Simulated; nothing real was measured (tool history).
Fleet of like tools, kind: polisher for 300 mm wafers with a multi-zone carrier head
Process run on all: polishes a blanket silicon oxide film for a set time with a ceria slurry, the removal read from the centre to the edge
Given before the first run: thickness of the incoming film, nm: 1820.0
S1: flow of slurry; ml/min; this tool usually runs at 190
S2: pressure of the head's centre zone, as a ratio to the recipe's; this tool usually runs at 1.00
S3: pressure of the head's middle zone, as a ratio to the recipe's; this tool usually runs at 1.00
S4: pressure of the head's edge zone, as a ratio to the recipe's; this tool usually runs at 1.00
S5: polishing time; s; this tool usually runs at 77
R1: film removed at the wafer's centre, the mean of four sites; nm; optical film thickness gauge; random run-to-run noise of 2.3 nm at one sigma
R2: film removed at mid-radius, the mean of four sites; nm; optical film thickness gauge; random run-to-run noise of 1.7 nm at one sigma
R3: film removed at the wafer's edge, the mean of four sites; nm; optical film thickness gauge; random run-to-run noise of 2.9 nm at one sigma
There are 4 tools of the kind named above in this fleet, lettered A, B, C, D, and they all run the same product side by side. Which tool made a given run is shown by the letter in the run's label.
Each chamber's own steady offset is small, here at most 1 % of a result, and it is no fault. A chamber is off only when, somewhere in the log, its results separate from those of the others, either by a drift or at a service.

{"run": "1A", "day": 0.538, "S1": 190, "S2": 1.0, "S3": 1.0, "S4": 1.0, "S5": 77, "R1": 250.53, "R2": 254.61, "R3": 252.16}
{"run": "2B", "day": 1.112, "S1": 190, "S2": 1.0, "S3": 1.0, "S4": 1.0, "S5": 77, "R1": 257.87, "R2": 254.01, "R3": 255.89}
{"run": "3D", "day": 1.692, "S1": 190, "S2": 1.0, "S3": 1.0, "S4": 1.0, "S5": 77, "R1": 255.95, "R2": 255.33, "R3": 252.23}
{"day": 2.2, "done": "chamber D: worn pad replaced by a new one"}
{"day": 2.204, "done": "chamber A: worn pad replaced by a new one"}
{"run": "4C", "day": 2.221, "S1": 190, "S2": 1.0, "S3": 1.0, "S4": 1.0, "S5": 77, "R1": 254.76, "R2": 255.38, "R3": 255.09}
{"run": "5B", "day": 2.588, "S1": 190, "S2": 1.0, "S3": 1.0, "S4": 1.0, "S5": 77, "R1": 252.42, "R2": 253.23, "R3": 250.26}
{"run": "6A", "day": 2.862, "S1": 190, "S2": 1.0, "S3": 1.0, "S4": 1.0, "S5": 77, "R1": 251.29, "R2": 254.21, "R3": 256.36}
{"day": 3.029, "done": "chamber C: worn pad replaced by a new one"}
{"run": "7C", "day": 3.433, "S1": 190, "S2": 1.0, "S3": 1.0, "S4": 1.0, "S5": 77, "R1": 258.12, "R2": 254.27, "R3": 252.06}
{"run": "8D", "day": 3.733, "S1": 190, "S2": 1.0, "S3": 1.0, "S4": 1.0, "S5": 77, "R1": 255.67, "R2": 254.87, "R3": 253.89}
{"run": "9B", "day": 4.058, "S1": 190, "S2": 1.04, "S3": 1.0, "S4": 1.0, "S5": 77, "R1": 264.17, "R2": 255.26, "R3": 253.7}
{"run": "10A", "day": 4.592, "S1": 190, "S2": 1.04, "S3": 1.0, "S4": 1.0, "S5": 77, "R1": 262.54, "R2": 248.69, "R3": 253.2}
{"day": 5.008, "done": "chamber B: worn pad replaced by a new one"}
{"run": "11C", "day": 5.092, "S1": 190, "S2": 1.04, "S3": 1.0, "S4": 1.0, "S5": 77, "R1": 270.41, "R2": 256.82, "R3": 254.04}
{"run": "12D", "day": 5.388, "S1": 190, "S2": 1.04, "S3": 1.0, "S4": 1.0, "S5": 77, "R1": 266.72, "R2": 255.66, "R3": 254.48}
{"run": "13D", "day": 5.667, "S1": 190, "S2": 1.0, "S3": 1.0, "S4": 1.0, "S5": 77, "R1": 254.99, "R2": 255.33, "R3": 254.12}
{"day": 5.671, "done": "chamber A: worn pad replaced by a new one"}
{"day": 5.9, "done": "chamber A: slurry nozzle cleaned"}
{"run": "14C", "day": 6.179, "S1": 190, "S2": 1.0, "S3": 1.0, "S4": 1.0, "S5": 77, "R1": 254.66, "R2": 253.96, "R3": 259.63}
{"run": "15A", "day": 6.529, "S1": 190, "S2": 1.0, "S3": 1.0, "S4": 1.0, "S5": 77, "R1": 248.58, "R2": 254.58, "R3": 255.66}
{"run": "16B", "day": 6.788, "S1": 190, "S2": 1.0, "S3": 1.0, "S4": 1.0, "S5": 77, "R1": 259.66, "R2": 254.89, "R3": 251.99}
{"day": 6.996, "done": "chamber C: worn pad replaced by a new one"}
{"run": "17D", "day": 7.233, "S1": 190, "S2": 1.0, "S3": 1.0, "S4": 1.0, "S5": 101, "R1": 338.11, "R2": 336.2, "R3": 329.15}
{"day": 7.625, "done": "chamber D: worn pad replaced by a new one"}
{"day": 7.667, "done": "chamber D: edge zone pressure recalibrated"}
{"day": 7.712, "done": "chamber C: edge zone pressure recalibrated"}
{"run": "18B", "day": 7.771, "S1": 190, "S2": 1.0, "S3": 1.0, "S4": 1.0, "S5": 101, "R1": 340.12, "R2": 334.06, "R3": 327.67}
{"run": "19A", "day": 8.121, "S1": 190, "S2": 1.0, "S3": 1.0, "S4": 1.0, "S5": 101, "R1": 322.88, "R2": 334.07, "R3": 330.42}
{"run": "20C", "day": 8.642, "S1": 190, "S2": 1.0, "S3": 1.0, "S4": 1.0, "S5": 101, "R1": 325.31, "R2": 335.57, "R3": 334.27}
{"run": "21A", "day": 9.096, "S1": 190, "S2": 1.0, "S3": 1.0, "S4": 1.0, "S5": 77, "R1": 247.31, "R2": 250.39, "R3": 252.35}
{"run": "22B", "day": 9.688, "S1": 190, "S2": 1.0, "S3": 1.0, "S4": 1.0, "S5": 77, "R1": 253.99, "R2": 253.59, "R3": 250.57}
{"day": 9.704, "done": "chamber A: worn pad replaced by a new one"}
{"run": "23C", "day": 10.196, "S1": 190, "S2": 1.0, "S3": 0.93, "S4": 1.11, "S5": 77, "R1": 252.29, "R2": 240.01, "R3": 277.38}
{"run": "24D", "day": 10.708, "S1": 190, "S2": 1.0, "S3": 0.93, "S4": 1.11, "S5": 77, "R1": 254.5, "R2": 237.03, "R3": 265.6}
{"run": "25A", "day": 11.25, "S1": 190, "S2": 1.0, "S3": 0.93, "S4": 1.11, "S5": 77, "R1": 245.37, "R2": 240.37, "R3": 267.49}
{"day": 11.371, "done": "chamber C: worn pad replaced by a new one"}
{"run": "26C", "day": 11.717, "S1": 190, "S2": 1.0, "S3": 0.93, "S4": 1.11, "S5": 77, "R1": 254.56, "R2": 239.37, "R3": 266.88}
{"run": "27D", "day": 12.154, "S1": 190, "S2": 1.0, "S3": 1.0, "S4": 1.0, "S5": 77, "R1": 254.14, "R2": 255.95, "R3": 249.85}
{"run": "28B", "day": 12.483, "S1": 190, "S2": 1.0, "S3": 1.0, "S4": 1.0, "S5": 77, "R1": 256.24, "R2": 255.31, "R3": 254.56}
{"day": 12.667, "done": "chamber B: centre zone pressure recalibrated"}
{"run": "29D", "day": 12.908, "S1": 190, "S2": 1.0, "S3": 1.0, "S4": 1.0, "S5": 77, "R1": 255.18, "R2": 253.31, "R3": 257.28}
{"day": 13.05, "done": "chamber B: worn pad replaced by a new one"}
{"day": 13.375, "done": "chamber A: worn pad replaced by a new one"}
{"run": "30B", "day": 13.442, "S1": 190, "S2": 1.0, "S3": 1.0, "S4": 1.0, "S5": 77, "R1": 256.55, "R2": 255.58, "R3": 255.38}
{"day": 13.658, "done": "chamber D: worn pad replaced by a new one"}
{"run": "31C", "day": 13.883, "S1": 190, "S2": 1.0, "S3": 1.0, "S4": 1.0, "S5": 77, "R1": 253.23, "R2": 253.08, "R3": 256.8}
{"day": 13.9, "done": "chamber A: edge zone pressure recalibrated"}
{"run": "32A", "day": 14.317, "S1": 190, "S2": 1.08, "S3": 1.0, "S4": 1.0, "S5": 77, "R1": 258.91, "R2": 255.75, "R3": 254.32}
{"day": 14.438, "done": "chamber C: centre zone pressure recalibrated"}
{"run": "33D", "day": 14.742, "S1": 190, "S2": 1.08, "S3": 1.0, "S4": 1.0, "S5": 77, "R1": 276.81, "R2": 257.15, "R3": 254.39}
{"run": "34A", "day": 15.071, "S1": 190, "S2": 1.08, "S3": 1.0, "S4": 1.0, "S5": 77, "R1": 260.0, "R2": 254.31, "R3": 255.25}
{"day": 15.217, "done": "chamber C: worn pad replaced by a new one"}
{"run": "35C", "day": 15.579, "S1": 190, "S2": 1.08, "S3": 1.0, "S4": 1.0, "S5": 77, "R1": 274.33, "R2": 253.73, "R3": 254.04}
{"run": "36B", "day": 16.096, "S1": 190, "S2": 1.0, "S3": 1.0, "S4": 1.0, "S5": 77, "R1": 251.37, "R2": 250.95, "R3": 251.84}
{"run": "37B", "day": 16.583, "S1": 190, "S2": 1.08, "S3": 0.88, "S4": 1.0, "S5": 77, "R1": 273.17, "R2": 224.33, "R3": 253.14}
{"run": "38D", "day": 16.992, "S1": 190, "S2": 1.08, "S3": 0.88, "S4": 1.0, "S5": 77, "R1": 278.77, "R2": 227.76, "R3": 249.48}
{"day": 17.067, "done": "chamber A: worn pad replaced by a new one"}
{"day": 17.392, "done": "chamber D: slurry nozzle cleaned"}
{"run": "39A", "day": 17.433, "S1": 190, "S2": 1.08, "S3": 0.88, "S4": 1.0, "S5": 77, "R1": 252.8, "R2": 226.52, "R3": 250.13}
{"run": "40C", "day": 17.692, "S1": 190, "S2": 1.08, "S3": 0.88, "S4": 1.0, "S5": 77, "R1": 276.05, "R2": 226.8, "R3": 259.36}
{"run": "41B", "day": 18.067, "S1": 190, "S2": 1.0, "S3": 1.0, "S4": 1.0, "S5": 77, "R1": 251.19, "R2": 251.49, "R3": 248.14}
{"run": "42D", "day": 18.462, "S1": 190, "S2": 0.93, "S3": 1.0, "S4": 1.0, "S5": 56, "R1": 170.09, "R2": 185.11, "R3": 181.44}
{"run": "43C", "day": 18.742, "S1": 190, "S2": 0.93, "S3": 1.0, "S4": 1.0, "S5": 56, "R1": 170.99, "R2": 185.1, "R3": 189.2}
{"run": "44A", "day": 19.254, "S1": 190, "S2": 0.93, "S3": 1.0, "S4": 1.0, "S5": 56, "R1": 154.1, "R2": 185.31, "R3": 184.19}

Decide between three cases: one chamber stands off from its peers, the gauge reading all wafers drifts, or nothing is wrong past each chamber's small offset. Where a chamber is off, say which and what most likely put it there.

One chamber, A, drifts off from the rest bit by bit.
Cause: centre zone's pressure below its setpoint, % = 8.9.

Below are 4 candidate recipes for chamber A's next run, each the usual settings with a change, their results shown as question marks. Which of them brings A's results back in line with what the other chambers give on the usual settings?
To be in line, a result may differ from the other chambers' mean on the usual settings by at most: R1 8.10 nm; R2 6.00 nm; R3 10.00 nm
{"run": "45A-1", "day": 19.679, "S1": 180, "S2": 0.86, "S3": 1.02, "S4": 1.06, "S5": 75, "R1": "?", "R2": "?", "R3": "?"}
{"run": "45A-2", "day": 19.679, "S1": 195, "S2": 1.08, "S3": 0.99, "S4": 0.97, "S5": 78, "R1": "?", "R2": "?", "R3": "?"}
{"run": "45A-3", "day": 19.679, "S1": 185, "S2": 0.92, "S3": 1.01, "S4": 1.03, "S5": 76, "R1": "?", "R2": "?", "R3": "?"}
{"run": "45A-4", "day": 19.679, "S1": 200, "S2": 1.16, "S3": 0.97, "S4": 0.94, "S5": 79, "R1": "?", "R2": "?", "R3": "?"}

Average result of the remaining chambers running the usual settings: R1 254.12 nm; R2 254.47 nm; R3 253.20 nm
run=45A-1 R1=186.02 R2=249.68 R3=253.72
run=45A-2 R1=251.81 R2=255.57 R3=254.02
run=45A-3 R1=204.07 R2=251.76 R3=253.97
run=45A-4 R1=276.65 R2=254.92 R3=253.85
Change 45A-2 lands the chamber within the allowed miss of the other chambers.
